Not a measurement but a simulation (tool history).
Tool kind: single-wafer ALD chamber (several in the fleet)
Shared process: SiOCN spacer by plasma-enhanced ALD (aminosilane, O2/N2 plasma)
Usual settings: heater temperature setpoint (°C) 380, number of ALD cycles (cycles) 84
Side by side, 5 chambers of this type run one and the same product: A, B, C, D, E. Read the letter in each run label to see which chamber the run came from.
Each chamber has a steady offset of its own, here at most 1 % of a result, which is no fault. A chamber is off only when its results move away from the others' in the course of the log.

run,hour,heater temperature setpoint (°C),number of ALD cycles (cycles),"read-back reference wafer on the same gauge, thickness_nm",mean film thickness on the monitor wafer (Å)
1B,11.5,380,84,5.2991,50.392
2C,18.9,380,84,5.3017,50.582
3A,30.4,380,84,5.3024,50.239
4E,38.8,380,84,5.2995,50.509
5D,50.7,380,84,5.3,50.662
6A,61.7,380,94,5.2979,56.33
7C,73.7,380,94,5.2995,56.77
8E,82.5,380,94,5.3004,56.42
9B,91.4,380,94,5.2989,56.246
10D,104.6,380,94,5.3007,56.659
11E,113.5,380,84,5.3017,50.259
12A,127.2,380,84,5.2992,50.326
13B,139.6,380,84,5.2973,50.288
14D,153.7,380,84,5.3017,50.45
15C,162.3,380,84,5.3011,50.328
16E,171.6,380,84,5.3,50.283
17C,180.9,380,84,5.2974,50.286
18D,195,380,84,5.3028,50.85
19A,206.5,380,84,5.2991,50.276
20B,219.4,380,84,5.2995,50.198
21B,225.9,380,84,5.297,50.25
22C,232.9,380,84,5.2976,50.435
23A,241.1,380,84,5.3008,50.385
24D,250.8,380,84,5.2993,50.611
25E,259.1,373,84,5.3012,50.264
26A,272.8,373,84,5.2992,50.161
27C,282.9,373,84,5.2988,50.392
28D,295.1,373,84,5.3033,50.504
29B,302.9,373,84,5.2989,50.326
30E,314.9,380,84,5.3009,50.296
31E,326.3,380,84,5.3023,50.353
32B,339.8,380,84,5.3022,50.186

All 5 chambers run these settings next. Forecast each chamber's results:
33A,349.9,380,84,,?
33B,349.9,380,84,,?
33C,349.9,380,84,,?
33D,349.9,380,84,,?
33E,349.9,380,84,,?

run,mean film thickness on the monitor wafer (Å)
33A,50.392
33B,50.123
33C,50.62
33D,50.565
33E,50.392

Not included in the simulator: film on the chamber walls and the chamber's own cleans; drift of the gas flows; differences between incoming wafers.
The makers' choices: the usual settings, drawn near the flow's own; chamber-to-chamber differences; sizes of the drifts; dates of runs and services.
